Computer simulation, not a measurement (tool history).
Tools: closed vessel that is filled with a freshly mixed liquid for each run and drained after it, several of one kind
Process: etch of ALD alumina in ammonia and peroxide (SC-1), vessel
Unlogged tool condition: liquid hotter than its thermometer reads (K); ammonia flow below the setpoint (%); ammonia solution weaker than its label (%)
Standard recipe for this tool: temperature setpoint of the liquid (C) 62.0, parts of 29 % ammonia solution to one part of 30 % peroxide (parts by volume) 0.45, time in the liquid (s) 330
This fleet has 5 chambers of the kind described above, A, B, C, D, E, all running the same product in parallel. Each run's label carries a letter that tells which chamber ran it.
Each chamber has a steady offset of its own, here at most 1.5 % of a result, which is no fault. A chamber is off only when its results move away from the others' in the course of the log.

run   hour  temperature setpoint of the liquid (C)  parts of 29 % ammonia solution to one part of 30 % peroxide (parts by volume)  time in the liquid (s)  hours since the thermometer was replaced  hours since the ammonia flow meter was replaced  hours since the drum of ammonia solution was connected  read-back film thickness of the ALD alumina reference wafer, read on the same gauge (nm)  thickness taken off the ALD alumina on a monitor wafer (nm)
 1B    8.0                                    62.0                                                                           0.45                     330                                    1026.2                                            586.9                                                    82.4                                                                                    70.013                                                       40.594
 2A   21.8                                    62.0                                                                           0.45                     330                                     367.4                                            738.1                                                   697.4                                                                                    69.990                                                       41.321
 3E   34.5                                    62.0                                                                           0.45                     330                                     426.8                                           1671.1                                                   122.9                                                                                    69.981                                                       40.411
 4D   41.4                                    62.0                                                                           0.45                     330                                    1301.5                                            268.3                                                   155.7                                                                                    69.992                                                       41.728
 5C   50.6                                    62.0                                                                           0.45                     330                                     287.1                                             52.3                                                   800.4                                                                                    70.011                                                       41.396
 6D   64.3                                    62.0                                                                           0.55                     330                                    1324.4                                            291.2                                                   178.6                                                                                    70.003                                                       41.526
 7A   74.4                                    62.0                                                                           0.55                     330                                     420.0                                            790.7                                                   750.0                                                                                    69.979                                                       42.636
 8E   83.9                                    62.0                                                                           0.55                     330                                     476.2                                           1720.5                                                   172.3                                                                                    69.983                                                       41.459
 9B   94.0                                    62.0                                                                           0.55                     330                                    1112.2                                            672.9                                                   168.4                                                                                    70.007                                                       42.033
10C  105.2                                    62.0                                                                           0.55                     330                                     341.7                                            106.9                                                   855.0                                                                                    70.020                                                       41.864
     105.7  -- chamber E: ammonia flow meter replaced
11C  117.7                                    62.0                                                                           0.45                     330                                     354.2                                            119.4                                                   867.5                                                                                    70.004                                                       41.166
12E  131.3                                    62.0                                                                           0.45                     330                                     523.6                                             25.7                                                   219.7                                                                                    70.007                                                       41.351
13B  138.5                                    62.0                                                                           0.45                     330                                    1156.7                                            717.4                                                   212.9                                                                                    70.006                                                       40.922
14A  146.6                                    62.0                                                                           0.45                     330                                     492.2                                            862.9                                                   822.2                                                                                    69.983                                                       41.571
15D  157.0                                    62.0                                                                           0.45                     330                                    1417.1                                            383.9                                                   271.3                                                                                    70.004                                                       41.279
16B  168.6                                    62.0                                                                           0.45                     330                                    1186.8                                            747.5                                                   243.0                                                                                    69.967                                                       40.743
17E  181.5                                    70.0                                                                           0.45                     330                                     573.8                                             75.9                                                   269.9                                                                                    69.998                                                       60.227
     185.8  -- chamber A: ammonia flow meter replaced
     188.6  -- chamber A: new drum of ammonia solution connected
18A  195.4                                    70.0                                                                           0.45                     330                                     541.0                                              9.7                                                     6.8                                                                                    70.006                                                       61.152
19D  204.9                                    70.0                                                                           0.45                     330                                    1465.0                                            431.8                                                   319.2                                                                                    70.032                                                       61.664
20C  215.2                                    70.0                                                                           0.45                     330                                     451.7                                            216.9                                                   965.0                                                                                    69.993                                                       62.262
     223.3  -- chamber C: new drum of ammonia solution connected
21C  228.8                                    70.0                                                                           0.45                     330                                     465.3                                            230.5                                                     5.6                                                                                    70.028                                                       63.019
22E  242.7                                    62.0                                                                           0.45                     330                                     635.0                                            137.1                                                   331.1                                                                                    70.007                                                       40.588
23A  252.8                                    62.0                                                                           0.45                     330                                     598.4                                             67.1                                                    64.2                                                                                    69.990                                                       41.522
24B  263.2                                    62.0                                                                           0.45                     330                                    1281.4                                            842.1                                                   337.6                                                                                    69.988                                                       40.850
25D  272.4                                    62.0                                                                           0.45                     330                                    1532.5                                            499.3                                                   386.7                                                                                    69.997                                                       41.325
26A  281.1                                    62.0                                                                           0.45                     330                                     626.7                                             95.4                                                    92.5                                                                                    70.002                                                       42.156
27E  293.6                                    62.0                                                                           0.45                     330                                     685.9                                            188.0                                                   382.0                                                                                    70.008                                                       40.918
28D  300.9                                    62.0                                                                           0.45                     330                                    1561.0                                            527.8                                                   415.2                                                                                    69.993                                                       40.969
     301.0  -- chamber A: thermometer replaced
29B  307.1                                    62.0                                                                           0.45                     330                                    1325.3                                            886.0                                                   381.5                                                                                    69.991                                                       40.927
30C  319.0                                    62.0                                                                           0.45                     330                                     555.5                                            320.7                                                    95.8                                                                                    69.994                                                       43.290
31C  327.5                                    65.5                                                                           0.45                     145                                     564.0                                            329.2                                                   104.3                                                                                    70.008                                                       23.027
32A  341.3                                    65.5                                                                           0.45                     145                                      40.3                                            155.6                                                   152.7                                                                                    69.996                                                       21.668

Decide between three cases: one chamber stands off from its peers, the gauge reading all wafers drifts, or nothing is wrong past each chamber's small offset. Where a chamber is off, say which and what most likely put it there.

One chamber, C, drifts off from the rest bit by bit.
Cause: liquid hotter than its thermometer reads (K) = 1.41.

Chamber C could run next with any of the 4 candidate recipes listed below; each alters the usual settings, and their results appear as question marks. Which one brings its results back in line with what the other chambers deliver on the usual settings?
Allowed miss from the other chambers' usual-settings mean, per result, to count as in line: thickness taken off the ALD alumina on a monitor wafer (nm) 1.200
33C-1  351.3                                    62.0                                                                           0.45                     310                                                                                                                                                                                                                                                                                                         ?
33C-2  351.3                                    62.0                                                                           0.45                     335                                                                                                                                                                                                                                                                                                         ?
33C-3  351.3                                    62.0                                                                           0.45                     325                                                                                                                                                                                                                                                                                                         ?
33C-4  351.3                                    62.5                                                                           0.45                     345                                                                                                                                                                                                                                                                                                         ?

The mean the other chambers reach with the usual settings: thickness taken off the ALD alumina on a monitor wafer (nm) 41.266
  run  thickness taken off the ALD alumina on a monitor wafer (nm)
33C-1                                                       41.619
33C-2                                                       44.976
33C-3                                                       43.633
33C-4                                                       47.469
The answer is 33C-1, which returns the chamber to within the allowed miss of the others.
